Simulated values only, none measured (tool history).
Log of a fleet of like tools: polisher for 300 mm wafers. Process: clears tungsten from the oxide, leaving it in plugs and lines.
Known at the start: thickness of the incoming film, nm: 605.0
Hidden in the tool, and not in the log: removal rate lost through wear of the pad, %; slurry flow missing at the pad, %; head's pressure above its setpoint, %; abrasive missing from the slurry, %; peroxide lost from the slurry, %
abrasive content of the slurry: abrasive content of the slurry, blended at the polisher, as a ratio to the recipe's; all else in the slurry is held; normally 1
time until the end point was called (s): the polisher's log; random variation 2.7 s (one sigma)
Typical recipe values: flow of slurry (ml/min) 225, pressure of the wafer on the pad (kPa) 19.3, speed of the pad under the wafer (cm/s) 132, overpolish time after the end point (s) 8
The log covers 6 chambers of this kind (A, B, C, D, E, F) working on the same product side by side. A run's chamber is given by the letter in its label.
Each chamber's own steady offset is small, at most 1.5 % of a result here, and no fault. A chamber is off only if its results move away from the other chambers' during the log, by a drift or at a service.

run,hour,flow of slurry (ml/min),pressure of the wafer on the pad (kPa),speed of the pad under the wafer (cm/s),abrasive content of the slurry,overpolish time after the end point (s),wafers polished on this pad,hours since the slurry nozzle was cleaned,hours since the head pressure was calibrated,hours since the slurry blender was calibrated,hours since the slurry got fresh peroxide,time until the end point was called (s)
# hour 1.9: chamber B: worn pad replaced by a new one
1B,3.0,225,19.3,132,1,8,8,391.4,823.7,27.3,46.0,145.81
# hour 6.7: chamber D: slurry blender recalibrated
2F,7.3,225,19.3,132,1,8,742,28.6,730.6,58.6,76.9,145.45
# hour 10.2: chamber F: worn pad replaced by a new one
3E,10.5,225,19.3,132,1,8,1148,550.0,82.8,301.2,50.4,154.02
# hour 11.8: chamber D: slurry tank refilled with fresh slurry and peroxide
# hour 12.8: chamber C: slurry tank refilled with fresh slurry and peroxide
4A,14.9,225,19.3,132,1,8,592,365.4,586.2,96.2,44.5,146.23
5C,18.3,225,19.3,132,1,8,773,101.1,1037.7,43.9,5.5,149.39
6D,23.0,225,19.3,132,1,8,576,294.2,666.4,16.3,11.3,153.13
# hour 25.6: chamber A: worn pad replaced by a new one
7C,27.7,225,19.3,132,1,8,849,110.5,1047.1,53.3,14.9,147.47
8B,32.6,225,19.3,132,1,8,248,421.0,853.3,56.9,75.6,139.52
9A,36.1,225,19.3,132,1,8,85,386.6,607.4,117.4,65.7,149.95
# hour 36.8: chamber E: slurry nozzle cleaned
# hour 37.6: chamber C: worn pad replaced by a new one
10E,39.3,225,19.3,132,1,8,1381,2.5,111.6,330.0,79.2,151.92
11D,43.4,225,19.3,132,1,8,741,314.6,686.8,36.7,31.7,147.59
12F,48.1,225,19.3,132,1,8,307,69.4,771.4,99.4,117.7,147.63
13B,52.7,225,19.3,132,1,8,411,441.1,873.4,77.0,95.7,149.59
14D,56.6,225,19.3,132,1,8,848,327.8,700.0,49.9,44.9,142.33
15A,58.8,225,19.3,132,1,8,269,409.3,630.1,140.1,88.4,147.21
# hour 61.0: chamber E: worn pad replaced by a new one
16E,62.1,225,19.3,132,1,8,9,25.3,134.4,352.8,102.0,148.73
# hour 63.0: chamber D: slurry tank refilled with fresh slurry and peroxide
17C,64.3,225,19.3,132,1,8,216,147.1,1083.7,89.9,51.5,149.76
18F,66.9,225,13.8,132,1,8,459,88.2,790.2,118.2,136.5,200.36
19A,69.4,225,13.8,132,1,8,355,419.9,640.7,150.7,99.0,209.74
20B,73.2,225,13.8,132,1,8,578,461.6,893.9,97.5,116.2,201.43
21F,76.0,225,13.8,132,1,8,533,97.3,799.3,127.3,145.6,204.26
# hour 78.4: chamber A: slurry tank refilled with fresh slurry and peroxide
22D,80.6,225,13.8,132,1,8,1043,351.8,724.0,73.9,17.7,211.93
23C,83.8,225,13.8,132,1,8,374,166.6,1103.2,109.4,71.0,202.56
# hour 85.1: chamber C: slurry tank refilled with fresh slurry and peroxide
24E,86.4,225,19.3,132,1,8,206,49.6,158.7,377.1,126.3,146.93
25B,90.8,225,19.3,132,1,8,720,479.2,911.5,115.1,133.8,151.63
# hour 91.7: chamber B: slurry tank refilled with fresh slurry and peroxide
26E,93.8,225,19.3,132,1,5,266,57.0,166.1,384.5,133.7,147.18
# hour 94.0: chamber F: slurry blender recalibrated
# hour 96.0: chamber A: worn pad replaced by a new one
27A,97.8,225,19.3,132,1,5,15,448.3,669.1,179.1,19.4,154.49
28C,101.2,225,19.3,132,1,5,515,184.0,1120.6,126.8,16.2,149.78
29D,104.3,225,19.3,132,1,5,1235,375.5,747.7,97.6,41.4,150.85
30F,107.5,225,19.3,132,1,5,789,128.8,830.8,13.5,177.1,150.06
# hour 107.6: chamber F: slurry tank refilled with fresh slurry and peroxide
# hour 108.7: chamber D: worn pad replaced by a new one
# hour 109.1: chamber E: slurry tank refilled with fresh slurry and peroxide
# hour 111.2: chamber F: worn pad replaced by a new one
31D,112.3,225,19.3,132,1,5,29,383.5,755.7,105.6,49.4,152.30
32B,115.2,225,19.3,132,1,8,918,503.6,935.9,139.5,23.6,149.05
33E,117.8,225,19.3,132,1,8,460,81.0,190.1,408.5,8.7,155.06
# hour 119.1: chamber D: slurry tank refilled with fresh slurry and peroxide
34F,121.5,225,19.3,132,1,8,83,142.8,844.8,27.5,14.0,141.33
35C,125.1,225,19.3,132,1,8,709,207.9,1144.5,150.7,40.1,148.46
36A,129.3,225,19.3,132,1,8,270,479.8,700.6,210.6,50.9,157.58
# hour 132.5: chamber B: slurry nozzle cleaned
37B,133.9,225,19.3,132,1,8,1070,1.4,954.6,158.2,42.3,140.76
38A,138.3,225,19.3,132,1,8,343,488.8,709.6,219.6,59.9,165.01
39D,140.8,225,19.3,132,1,8,260,412.0,784.2,134.1,21.8,151.50
40C,145.5,225,19.3,132,1,8,874,228.3,1164.9,171.1,60.5,144.69
41E,147.9,225,19.3,132,1,8,704,111.1,220.2,438.6,38.8,151.64
42F,151.3,225,19.3,132,1,8,325,172.6,874.6,57.3,43.8,145.69

Decide between three cases: one chamber stands off from its peers, the gauge reading all wafers drifts, or nothing is wrong past each chamber's small offset. Where a chamber is off, say which and what most likely put it there.

One chamber, A, drifts off from the rest bit by bit.
What lies behind it: abrasive missing from the slurry, % = 35.5.
From this log alone, it may not be told apart from: head's pressure below its setpoint, %.

Below are 4 candidate recipes for chamber A's next run, each the usual settings with a change, their results shown as question marks. Which of them brings A's results back in line with what the other chambers give on the usual settings?
Counts as in line when no further than this from what the other chambers average on the usual settings: time until the end point was called (s) 9.50
43A-1,154.8,230,21.4,146,1,8,,,,,,?
43A-2,154.8,225,18.6,126,1,8,,,,,,?
43A-3,154.8,225,21.4,132,1,8,,,,,,?
43A-4,154.8,225,19.3,104,1,8,,,,,,?

On the usual settings, the other chambers give on average: time until the end point was called (s) 147.25
run,time until the end point was called (s)
43A-1,131.51
43A-2,175.99
43A-3,145.97
43A-4,205.88
With 43A-3, the chamber falls back in line with the rest.

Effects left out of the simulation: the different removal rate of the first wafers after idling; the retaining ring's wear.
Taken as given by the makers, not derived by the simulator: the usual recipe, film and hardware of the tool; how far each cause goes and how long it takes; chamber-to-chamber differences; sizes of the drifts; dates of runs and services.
